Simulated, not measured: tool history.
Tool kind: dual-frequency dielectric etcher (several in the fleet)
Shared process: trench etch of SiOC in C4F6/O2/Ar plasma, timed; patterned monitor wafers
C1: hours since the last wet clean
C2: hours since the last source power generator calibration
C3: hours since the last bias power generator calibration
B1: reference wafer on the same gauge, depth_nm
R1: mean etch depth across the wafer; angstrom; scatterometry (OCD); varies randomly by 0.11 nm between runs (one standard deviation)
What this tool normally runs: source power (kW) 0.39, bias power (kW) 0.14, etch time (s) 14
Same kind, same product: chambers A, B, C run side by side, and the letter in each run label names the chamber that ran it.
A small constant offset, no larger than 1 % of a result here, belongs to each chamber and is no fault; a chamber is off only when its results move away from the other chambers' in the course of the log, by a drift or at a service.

run 1B hour=2.2 | source_power_(kW)=0.39 bias_power_(kW)=0.14 etch_time_(s)=14 | C1=145.3 C2=657.5 C3=3056.6 | B1=22.49 | R1=267.18
run 2A hour=4.7 | source_power_(kW)=0.39 bias_power_(kW)=0.14 etch_time_(s)=14 | C1=47.9 C2=1595.5 C3=1417.2 | B1=22.475 | R1=264.59
run 3C hour=8 | source_power_(kW)=0.39 bias_power_(kW)=0.14 etch_time_(s)=14 | C1=167.9 C2=185.2 C3=361.5 | B1=22.494 | R1=264.08
run 4B hour=11.3 | source_power_(kW)=0.39 bias_power_(kW)=0.14 etch_time_(s)=14 | C1=154.4 C2=666.6 C3=3065.7 | B1=22.504 | R1=265.29
run 5C hour=13.4 | source_power_(kW)=0.39 bias_power_(kW)=0.14 etch_time_(s)=14 | C1=173.3 C2=190.6 C3=366.9 | B1=22.469 | R1=264.7
run 6A hour=15.4 | source_power_(kW)=0.39 bias_power_(kW)=0.14 etch_time_(s)=14 | C1=58.6 C2=1606.2 C3=1427.9 | B1=22.491 | R1=266.08
run 7A hour=18.1 | source_power_(kW)=0.48 bias_power_(kW)=0.14 etch_time_(s)=14 | C1=61.3 C2=1608.9 C3=1430.6 | B1=22.512 | R1=288.17
run 8C hour=21.2 | source_power_(kW)=0.48 bias_power_(kW)=0.14 etch_time_(s)=14 | C1=181.1 C2=198.4 C3=374.7 | B1=22.535 | R1=286.21
run 9B hour=25.1 | source_power_(kW)=0.48 bias_power_(kW)=0.14 etch_time_(s)=14 | C1=168.2 C2=680.4 C3=3079.5 | B1=22.497 | R1=290.04
run 10C hour=27.7 | source_power_(kW)=0.39 bias_power_(kW)=0.14 etch_time_(s)=15.5 | C1=187.6 C2=204.9 C3=381.2 | B1=22.489 | R1=291.51
run 11A hour=30 | source_power_(kW)=0.39 bias_power_(kW)=0.14 etch_time_(s)=15.5 | C1=73.2 C2=1620.8 C3=1442.5 | B1=22.484 | R1=294.46
run 12B hour=32 | source_power_(kW)=0.39 bias_power_(kW)=0.14 etch_time_(s)=15.5 | C1=175.1 C2=687.3 C3=3086.4 | B1=22.508 | R1=299.01
run 13B hour=35.5 | source_power_(kW)=0.39 bias_power_(kW)=0.14 etch_time_(s)=14 | C1=178.6 C2=690.8 C3=3089.9 | B1=22.514 | R1=263.7
run 14A hour=38.5 | source_power_(kW)=0.39 bias_power_(kW)=0.14 etch_time_(s)=14 | C1=81.7 C2=1629.3 C3=1451 | B1=22.5 | R1=266.78
run 15C hour=40.7 | source_power_(kW)=0.39 bias_power_(kW)=0.14 etch_time_(s)=14 | C1=200.6 C2=217.9 C3=394.2 | B1=22.499 | R1=264.3
run 16C hour=44.6 | source_power_(kW)=0.39 bias_power_(kW)=0.14 etch_time_(s)=14 | C1=204.5 C2=221.8 C3=398.1 | B1=22.511 | R1=264.37
run 17B hour=46.7 | source_power_(kW)=0.39 bias_power_(kW)=0.14 etch_time_(s)=14 | C1=189.8 C2=702 C3=3101.1 | B1=22.487 | R1=267.08
run 18A hour=50.4 | source_power_(kW)=0.47 bias_power_(kW)=0.14 etch_time_(s)=16.5 | C1=93.6 C2=1641.2 C3=1462.9 | B1=22.471 | R1=338.94
run 19C hour=54.2 | source_power_(kW)=0.47 bias_power_(kW)=0.14 etch_time_(s)=16.5 | C1=214.1 C2=231.4 C3=407.7 | B1=22.511 | R1=337.75
run 20A hour=56.1 | source_power_(kW)=0.47 bias_power_(kW)=0.14 etch_time_(s)=16.5 | C1=99.3 C2=1646.9 C3=1468.6 | B1=22.496 | R1=338.21
run 21B hour=59.2 | source_power_(kW)=0.39 bias_power_(kW)=0.14 etch_time_(s)=14 | C1=202.3 C2=714.5 C3=3113.6 | B1=22.488 | R1=262.99
run 22A hour=62.5 | source_power_(kW)=0.39 bias_power_(kW)=0.14 etch_time_(s)=14 | C1=105.7 C2=1653.3 C3=1475 | B1=22.493 | R1=266.15
run 23B hour=66.6 | source_power_(kW)=0.39 bias_power_(kW)=0.14 etch_time_(s)=14 | C1=209.7 C2=721.9 C3=3121 | B1=22.5 | R1=263.53
run 24C hour=70.1 | source_power_(kW)=0.39 bias_power_(kW)=0.14 etch_time_(s)=14 | C1=230 C2=247.3 C3=423.6 | B1=22.484 | R1=266.92
run 25A hour=73.9 | source_power_(kW)=0.39 bias_power_(kW)=0.14 etch_time_(s)=14 | C1=117.1 C2=1664.7 C3=1486.4 | B1=22.476 | R1=266.14
run 26C hour=76.7 | source_power_(kW)=0.39 bias_power_(kW)=0.14 etch_time_(s)=14 | C1=236.6 C2=253.9 C3=430.2 | B1=22.484 | R1=265
run 27B hour=79.5 | source_power_(kW)=0.39 bias_power_(kW)=0.14 etch_time_(s)=14 | C1=222.6 C2=734.8 C3=3133.9 | B1=22.533 | R1=259.62
run 28B hour=81.7 | source_power_(kW)=0.29 bias_power_(kW)=0.128 etch_time_(s)=14 | C1=224.8 C2=737 C3=3136.1 | B1=22.5 | R1=227.26
run 29A hour=85.6 | source_power_(kW)=0.29 bias_power_(kW)=0.128 etch_time_(s)=14 | C1=128.8 C2=1676.4 C3=1498.1 | B1=22.529 | R1=229.94
run 30C hour=88 | source_power_(kW)=0.29 bias_power_(kW)=0.128 etch_time_(s)=14 | C1=247.9 C2=265.2 C3=441.5 | B1=22.479 | R1=228.87
run 31B hour=90.9 | source_power_(kW)=0.39 bias_power_(kW)=0.14 etch_time_(s)=14 | C1=234 C2=746.2 C3=3145.3 | B1=22.474 | R1=259.87
run 32A hour=93.3 | source_power_(kW)=0.39 bias_power_(kW)=0.172 etch_time_(s)=11 | C1=136.5 C2=1684.1 C3=1505.8 | B1=22.523 | R1=223.29
run 33C hour=95.4 | source_power_(kW)=0.39 bias_power_(kW)=0.172 etch_time_(s)=11 | C1=255.3 C2=272.6 C3=448.9 | B1=22.514 | R1=221.47
run 34C hour=97.6 | source_power_(kW)=0.39 bias_power_(kW)=0.172 etch_time_(s)=11 | C1=257.5 C2=274.8 C3=451.1 | B1=22.497 | R1=221.58

Has any chamber moved away from the others, gradually or after a service, or does the common gauge drift, or do the chambers differ only by their own small steady offsets? State the chamber and the most likely cause if one applies.

Chamber B drifts away from the others.
What lies behind it: etch rate under this chamber's usual, % = 2.99.

Chamber B could run next with any of the 4 candidate recipes listed below; each alters the usual settings, and their results appear as question marks. Which one brings its results back in line with what the other chambers deliver on the usual settings?
In line means no further than this from the other chambers' mean on the usual settings: R1 3.7 angstrom
run 35B-1 hour=100.6 | source_power_(kW)=0.37 bias_power_(kW)=0.14 etch_time_(s)=14 | R1=?
run 35B-2 hour=100.6 | source_power_(kW)=0.44 bias_power_(kW)=0.14 etch_time_(s)=14 | R1=?
run 35B-3 hour=100.6 | source_power_(kW)=0.41 bias_power_(kW)=0.144 etch_time_(s)=14 | R1=?
run 35B-4 hour=100.6 | source_power_(kW)=0.38 bias_power_(kW)=0.139 etch_time_(s)=13.5 | R1=?

The other chambers' mean on the usual settings: R1 265.52 angstrom
run=35B-1 R1=254.01
run=35B-2 R1=271.83
run=35B-3 R1=266.68
run=35B-4 R1=246.96
35B-3 brings the chamber back in line.

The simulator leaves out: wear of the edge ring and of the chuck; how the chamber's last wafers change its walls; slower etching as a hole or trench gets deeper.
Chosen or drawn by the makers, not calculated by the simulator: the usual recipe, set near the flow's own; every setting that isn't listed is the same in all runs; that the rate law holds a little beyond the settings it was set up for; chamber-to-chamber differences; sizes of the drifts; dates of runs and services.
